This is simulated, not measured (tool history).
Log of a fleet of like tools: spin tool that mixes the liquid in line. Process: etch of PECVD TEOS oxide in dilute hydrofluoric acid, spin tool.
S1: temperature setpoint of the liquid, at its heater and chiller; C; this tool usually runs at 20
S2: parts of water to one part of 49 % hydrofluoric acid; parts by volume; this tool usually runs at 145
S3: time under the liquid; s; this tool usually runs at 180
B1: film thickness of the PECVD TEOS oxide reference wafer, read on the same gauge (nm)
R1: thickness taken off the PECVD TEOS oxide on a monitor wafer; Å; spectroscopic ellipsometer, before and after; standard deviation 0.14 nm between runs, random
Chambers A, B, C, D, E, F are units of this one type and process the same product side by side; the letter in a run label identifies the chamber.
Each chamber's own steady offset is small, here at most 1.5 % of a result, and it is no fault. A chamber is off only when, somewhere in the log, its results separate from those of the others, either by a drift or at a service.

| run | hour | S1 | S2 | S3 | B1 | R1 |
|---|---|---|---|---|---|---|
|  | 4.2 | chamber B: hydrofluoric acid flow meter replaced |
| 1E | 9.3 | 20 | 145 | 180 | 129.97 | 162.25 |
| 2C | 17.4 | 20 | 145 | 180 | 130 | 161.03 |
| 3B | 25.5 | 20 | 145 | 180 | 130 | 163.35 |
| 4A | 34.1 | 20 | 145 | 180 | 130 | 160.84 |
| 5F | 40 | 22.5 | 100 | 180 | 130 | 277.32 |
| 6D | 46.6 | 22.5 | 100 | 180 | 129.99 | 270.9 |
| 7D | 53.6 | 22.5 | 100 | 180 | 130 | 268.86 |
| 8A | 61.3 | 22.5 | 100 | 180 | 130.02 | 271.18 |
| 9E | 70.8 | 22.5 | 100 | 180 | 129.97 | 275.33 |
| 10C | 80.5 | 22.5 | 100 | 180 | 130.01 | 271.43 |
| 11F | 89.1 | 20 | 145 | 180 | 129.99 | 164.31 |
| 12B | 94.7 | 20 | 145 | 180 | 130.01 | 161.64 |
|  | 96.2 | chamber E: thermometer replaced |
| 13A | 100.4 | 20 | 145 | 180 | 130.01 | 157.47 |
| 14E | 110 | 20 | 145 | 180 | 130 | 162.06 |
| 15C | 119.1 | 20 | 145 | 180 | 130 | 163.16 |
| 16D | 126.1 | 20 | 145 | 180 | 129.99 | 160.64 |
| 17B | 131.9 | 20 | 145 | 180 | 129.97 | 160.63 |
| 18F | 139.1 | 20 | 145 | 280 | 130.01 | 252.53 |
| 19C | 150 | 20 | 145 | 280 | 130 | 252.78 |
| 20B | 160.5 | 20 | 145 | 280 | 129.99 | 248.54 |
| 21E | 171.8 | 20 | 145 | 280 | 129.99 | 251.17 |
| 22F | 181.7 | 20 | 145 | 280 | 129.99 | 253.6 |
|  | 182.7 | chamber D: hydrofluoric acid flow meter replaced |
| 23A | 190.1 | 20 | 145 | 280 | 130 | 239.41 |
| 24D | 200.1 | 20 | 145 | 180 | 130.01 | 160.91 |
| 25C | 208.1 | 20 | 145 | 180 | 130 | 160.82 |
| 26D | 220.2 | 17 | 145 | 260 | 130 | 202.26 |
| 27F | 231.3 | 17 | 145 | 260 | 129.98 | 206.96 |
| 28B | 237.2 | 17 | 145 | 260 | 130 | 207.82 |
| 29A | 243.1 | 17 | 145 | 260 | 130 | 197.13 |
| 30E | 250.1 | 17 | 145 | 260 | 129.98 | 208.17 |
| 31B | 259.8 | 17 | 145 | 260 | 130.01 | 212.91 |
| 32D | 270 | 21.5 | 145 | 180 | 130 | 171.15 |
| 33A | 280 | 21.5 | 145 | 180 | 129.98 | 163 |
| 34E | 286.1 | 21.5 | 145 | 180 | 130 | 171.99 |
| 35F | 294.8 | 21.5 | 145 | 180 | 130.02 | 170.76 |
| 36C | 306.4 | 21.5 | 145 | 180 | 130.01 | 172.95 |
| 37C | 313.2 | 21.5 | 145 | 180 | 129.99 | 173.96 |

Is one chamber out of step, is the gauge drifting, or do the chambers differ by no more than their own small offsets? For an off chamber, give its letter and the likeliest cause.

One chamber, A, drifts off from the rest bit by bit.
Cause: hydrofluoric acid flow below the setpoint (%) = 5.33.
With only this log, it may be confused with: liquid colder than its thermometer reads (K).

Which of the 4 candidates below, each the usual settings with something changed and its results left as question marks, puts chamber A back in line with what the other chambers give on the usual settings?
Allowed miss from the other chambers' usual-settings mean, per result, to count as in line: R1 4.8 Å
| 38A-1 | 322.1 | 20 | 145 | 175 |  | ? |
| 38A-2 | 322.1 | 22 | 145 | 180 |  | ? |
| 38A-3 | 322.1 | 20 | 145 | 185 |  | ? |
| 38A-4 | 322.1 | 20 | 155 | 180 |  | ? |

Average result of the remaining chambers running the usual settings: R1 161.72 Å
| run | R1 |
|---|---|
| 38A-1 | 145.86 |
| 38A-2 | 162.18 |
| 38A-3 | 154.2 |
| 38A-4 | 138.91 |
38A-2 puts the chamber back in line with the other chambers.
